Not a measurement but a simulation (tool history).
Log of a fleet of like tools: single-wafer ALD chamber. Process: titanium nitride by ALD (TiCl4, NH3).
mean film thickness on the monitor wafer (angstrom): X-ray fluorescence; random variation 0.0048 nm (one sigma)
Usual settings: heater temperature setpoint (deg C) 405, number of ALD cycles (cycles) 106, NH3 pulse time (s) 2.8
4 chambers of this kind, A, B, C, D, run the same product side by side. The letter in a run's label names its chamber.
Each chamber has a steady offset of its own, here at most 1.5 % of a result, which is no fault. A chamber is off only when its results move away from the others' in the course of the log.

run,day,heater temperature setpoint (deg C),number of ALD cycles (cycles),NH3 pulse time (s),"read-back reference wafer on the same gauge, thickness_nm",mean film thickness on the monitor wafer (angstrom)
1C,0.225,405,106,2.8,1.9402,23.996
2B,0.471,405,106,2.8,1.9399,23.76
3A,0.65,405,106,2.8,1.9413,23.579
4D,0.896,405,106,2.8,1.94,23.586
5B,1.079,405,106,2.8,1.94,23.791
6D,1.279,405,106,2.8,1.9406,23.546
7C,1.429,405,106,2.8,1.9395,23.994
8A,1.558,405,106,3.89,1.9402,23.898
9A,1.762,405,106,3.89,1.9402,23.798
10C,1.996,405,106,3.89,1.94,24.175
11D,2.188,405,106,3.89,1.9388,23.788
12B,2.333,405,106,2.8,1.94,23.687
13B,2.533,405,106,2.8,1.9403,23.709
14C,2.712,405,106,2.8,1.9395,23.926
15A,2.892,390,106,1.98,1.9406,23.13
16D,3.125,390,106,1.98,1.9401,23.055
17B,3.354,390,106,1.98,1.9403,23.282
18D,3.617,390,106,1.98,1.9396,23.049
19A,3.75,405,106,2.8,1.9405,23.656
20C,3.967,405,106,2.8,1.939,23.992
21C,4.129,405,106,2.8,1.9398,23.855
22A,4.4,405,106,2.8,1.9393,23.64
23B,4.558,405,106,2.8,1.9404,23.687
24D,4.696,405,119,2.39,1.9393,26.413
25B,4.892,405,119,2.39,1.9405,26.481
26D,5.171,405,119,2.39,1.9401,26.368
27A,5.412,405,119,2.39,1.9403,26.372
28C,5.612,405,106,2.8,1.9409,24.001
29C,5.842,405,106,2.8,1.9403,23.949
30B,6.083,405,106,2.8,1.9401,23.718
31A,6.217,405,106,2.8,1.9409,23.528

Is one chamber off against the others, does the gauge drift, or is nothing wrong? If a chamber is off, say which, and what the likeliest cause is.

No chamber stands off beyond its own small offset, and the gauge holds steady.
